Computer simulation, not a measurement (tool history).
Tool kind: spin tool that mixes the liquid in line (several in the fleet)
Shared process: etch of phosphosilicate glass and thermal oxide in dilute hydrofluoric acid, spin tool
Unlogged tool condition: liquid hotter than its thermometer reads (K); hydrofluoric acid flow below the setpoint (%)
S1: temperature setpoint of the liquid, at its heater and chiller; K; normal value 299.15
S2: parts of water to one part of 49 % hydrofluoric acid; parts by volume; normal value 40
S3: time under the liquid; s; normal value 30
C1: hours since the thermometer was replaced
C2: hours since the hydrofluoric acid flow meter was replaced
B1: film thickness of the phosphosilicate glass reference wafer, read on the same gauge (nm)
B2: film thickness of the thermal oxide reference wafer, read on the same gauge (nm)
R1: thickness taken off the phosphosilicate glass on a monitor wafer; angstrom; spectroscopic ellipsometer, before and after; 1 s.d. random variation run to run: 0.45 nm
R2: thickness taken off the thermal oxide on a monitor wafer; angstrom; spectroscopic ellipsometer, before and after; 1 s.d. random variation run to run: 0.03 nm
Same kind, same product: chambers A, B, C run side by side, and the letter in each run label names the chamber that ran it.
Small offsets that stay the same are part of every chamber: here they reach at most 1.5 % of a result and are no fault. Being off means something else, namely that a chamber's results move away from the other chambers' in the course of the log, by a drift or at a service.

run	day	S1	S2	S3	C1	C2	B1	B2	R1	R2
1C	0.383	299.15	40	30	488.5	1856.8	120	30.011	700.19	40.033
2B	0.817	299.15	40	30	716.8	518.8	119.99	30.005	701.36	40.521
3A	1.5	299.15	40	30	1361.1	698	120.03	29.983	691.53	41.513
4C	1.908	299.15	40	30	525.1	1893.4	120.02	30	709.71	39.358
5A	2.262	299.15	40	30	1379.4	716.3	120.03	30.015	699.78	40.629
6B	2.712	294.15	40	15	762.3	564.3	120.01	29.997	284.23	16.507
# day 3.104: chamber C: hydrofluoric acid flow meter replaced
7A	3.138	294.15	40	15	1400.4	737.3	120	30.007	285.42	16.779
8C	3.712	294.15	40	15	568.4	14.6	119.96	30.005	287.01	16.378
9B	4.396	299.15	40	30	802.7	604.7	120	29.992	694.43	39.629
10C	4.979	299.15	40	30	598.8	45	119.98	29.977	701.17	40.026
11A	5.308	299.15	40	30	1452.5	789.4	119.97	29.989	708.1	40.695
12B	5.833	299.15	40	30	837.2	639.2	120.05	29.978	689.59	40.052
13C	6.221	299.15	40	30	628.6	74.8	119.99	30.006	695.52	40.518
14A	6.721	299.15	40	30	1486.4	823.3	120.03	29.999	704.4	40.974
15B	7.246	299.15	40	30	871.1	673.1	119.99	30	696.64	40.195
16C	7.867	299.15	40	30	668.1	114.3	120	30.004	704.11	40.268
17B	8.312	299.15	40	30	896.7	698.7	120	30.013	698.85	40.437
18A	8.825	299.15	40	30	1536.9	873.8	119.97	29.987	699.77	40.925
19B	9.267	299.15	40	30	919.6	721.6	120	29.999	688.25	40.023
20C	9.675	299.15	40	30	711.5	157.7	119.98	29.986	703.42	40.024
21A	10.208	299.15	40	30	1570.1	907	119.99	30.027	707.24	41.021
22B	10.512	299.15	40	30	949.5	751.5	120.02	29.999	689.52	40.254
23A	10.875	299.15	40	30	1586.1	923	120.01	29.991	701.62	41.217
24C	11.312	299.15	40	30	750.8	197	120.02	30.012	701.23	39.338
25C	11.933	299.15	40	30	765.7	211.9	119.97	30.015	699.22	40.071
26A	12.558	299.15	40	30	1626.5	963.4	119.99	29.973	701.77	41.348

Read the log: is a single chamber off, either drifting away or since a service, is the gauge that measures every chamber drifting, or is nothing wrong beyond small per-chamber offsets? Name any odd chamber and what most likely caused it.

The fleet is healthy, with each chamber sitting at its usual small offset and no drift in the gauge.
